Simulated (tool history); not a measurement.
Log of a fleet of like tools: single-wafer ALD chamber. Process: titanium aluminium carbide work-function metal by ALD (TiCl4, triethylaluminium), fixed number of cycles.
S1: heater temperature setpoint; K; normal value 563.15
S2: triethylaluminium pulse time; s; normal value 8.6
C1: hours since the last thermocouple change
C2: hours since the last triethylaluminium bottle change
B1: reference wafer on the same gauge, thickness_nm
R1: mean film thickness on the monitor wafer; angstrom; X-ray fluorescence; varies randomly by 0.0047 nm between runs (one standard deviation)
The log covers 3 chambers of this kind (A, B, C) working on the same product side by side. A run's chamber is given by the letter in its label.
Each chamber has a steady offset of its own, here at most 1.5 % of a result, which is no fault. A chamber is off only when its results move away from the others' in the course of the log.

| run | hour | S1 | S2 | C1 | C2 | B1 | R1 |
|---|---|---|---|---|---|---|---|
| 1C | 4.2 | 563.15 | 8.6 | 542.2 | 376.8 | 1.9591 | 19.052 |
| 2A | 6.6 | 563.15 | 8.6 | 1319.1 | 713.1 | 1.9607 | 18.773 |
|  | 9.7 | chamber B: thermocouple changed; heater temperature recalibrated |
| 3B | 10 | 563.15 | 8.6 | 0.4 | 386.2 | 1.9596 | 18.841 |
| 4A | 14.1 | 563.15 | 8.6 | 1326.6 | 720.6 | 1.9604 | 18.79 |
| 5C | 17 | 563.15 | 8.6 | 555 | 389.6 | 1.9598 | 19.016 |
| 6B | 20.3 | 563.15 | 8.6 | 10.7 | 396.5 | 1.9597 | 18.806 |
| 7C | 23.2 | 563.15 | 8.6 | 561.2 | 395.8 | 1.9615 | 18.904 |
| 8A | 25.6 | 563.15 | 8.6 | 1338.1 | 732.1 | 1.9596 | 18.775 |
| 9B | 29.7 | 563.15 | 8.6 | 20.1 | 405.9 | 1.9592 | 18.825 |
| 10B | 33.4 | 563.15 | 8.6 | 23.8 | 409.6 | 1.96 | 18.809 |
| 11A | 35.5 | 563.15 | 8.6 | 1348 | 742 | 1.9601 | 18.747 |
| 12C | 38.1 | 563.15 | 8.6 | 576.1 | 410.7 | 1.9592 | 19.021 |
| 13B | 42.2 | 563.15 | 8.6 | 32.6 | 418.4 | 1.9597 | 18.93 |
| 14A | 46.2 | 563.15 | 8.6 | 1358.7 | 752.7 | 1.9606 | 18.815 |
| 15C | 50.5 | 563.15 | 8.6 | 588.5 | 423.1 | 1.9601 | 18.994 |
| 16A | 54.9 | 563.15 | 8.6 | 1367.4 | 761.4 | 1.9605 | 18.79 |
| 17B | 57.5 | 563.15 | 8.6 | 47.9 | 433.7 | 1.9602 | 18.793 |
| 18C | 60.5 | 570.15 | 10.15 | 598.5 | 433.1 | 1.9614 | 20.132 |
| 19A | 64.4 | 570.15 | 10.15 | 1376.9 | 770.9 | 1.9598 | 19.86 |
| 20B | 67.6 | 570.15 | 10.15 | 58 | 443.8 | 1.9612 | 19.991 |
| 21C | 69.9 | 563.15 | 8.6 | 607.9 | 442.5 | 1.9616 | 19.1 |
| 22B | 73 | 553.15 | 11.18 | 63.4 | 449.2 | 1.9597 | 18.487 |
| 23C | 76.7 | 553.15 | 11.18 | 614.7 | 449.3 | 1.9599 | 18.848 |
| 24A | 80.3 | 553.15 | 11.18 | 1392.8 | 786.8 | 1.9605 | 18.478 |
| 25C | 82.5 | 563.15 | 8.6 | 620.5 | 455.1 | 1.9605 | 19.16 |
| 26B | 86.3 | 563.15 | 8.6 | 76.7 | 462.5 | 1.9599 | 18.853 |
| 27A | 88.5 | 563.15 | 8.6 | 1401 | 795 | 1.9595 | 18.695 |
| 28C | 92.9 | 571.15 | 5.7 | 630.9 | 465.5 | 1.9599 | 18.075 |
| 29A | 96.7 | 571.15 | 5.7 | 1409.2 | 803.2 | 1.9593 | 17.647 |
| 30B | 99.7 | 571.15 | 5.7 | 90.1 | 475.9 | 1.9589 | 17.826 |
| 31A | 103.5 | 563.15 | 8.6 | 1416 | 810 | 1.9606 | 18.757 |
| 32B | 105.7 | 563.15 | 8.6 | 96.1 | 481.9 | 1.9597 | 18.899 |
| 33C | 107.8 | 563.15 | 8.6 | 645.8 | 480.4 | 1.9609 | 19.346 |
| 34C | 110.6 | 563.15 | 8.6 | 648.6 | 483.2 | 1.9599 | 19.283 |
| 35B | 112.8 | 563.15 | 8.6 | 103.2 | 489 | 1.96 | 18.894 |
| 36A | 115.7 | 569.15 | 6.45 | 1428.2 | 822.2 | 1.9592 | 18.075 |
| 37B | 120 | 569.15 | 6.45 | 110.4 | 496.2 | 1.9593 | 18.267 |
| 38C | 123.6 | 569.15 | 6.45 | 661.6 | 496.2 | 1.9581 | 18.633 |
| 39A | 127 | 563.15 | 8.6 | 1439.5 | 833.5 | 1.9605 | 18.855 |
| 40A | 130.1 | 563.15 | 8.6 | 1442.6 | 836.6 | 1.9584 | 18.77 |

Has any chamber moved away from the others, gradually or after a service, or does the common gauge drift, or do the chambers differ only by their own small steady offsets? State the chamber and the most likely cause if one applies.

Chamber C drifts away from the others.
What lies behind it: wafer temperature above the value expected at the setpoint (K) = 4.7.

Which of the 4 candidates below, each the usual settings with something changed and its results left as question marks, puts chamber C back in line with what the other chambers give on the usual settings?
In line means no further than this from the other chambers' mean on the usual settings: R1 0.17 angstrom
| 41C-1 | 133.4 | 570.15 | 8.6 |  |  |  | ? |
| 41C-2 | 133.4 | 560.15 | 7.84 |  |  |  | ? |
| 41C-3 | 133.4 | 569.15 | 10.06 |  |  |  | ? |
| 41C-4 | 133.4 | 558.15 | 7.44 |  |  |  | ? |

The other chambers' mean on the usual settings: R1 18.812 angstrom
| run | R1 |
|---|---|
| 41C-1 | 19.934 |
| 41C-2 | 18.776 |
| 41C-3 | 20.276 |
| 41C-4 | 18.413 |
The right change is 41C-2: it brings the chamber back within the allowed miss of the others.

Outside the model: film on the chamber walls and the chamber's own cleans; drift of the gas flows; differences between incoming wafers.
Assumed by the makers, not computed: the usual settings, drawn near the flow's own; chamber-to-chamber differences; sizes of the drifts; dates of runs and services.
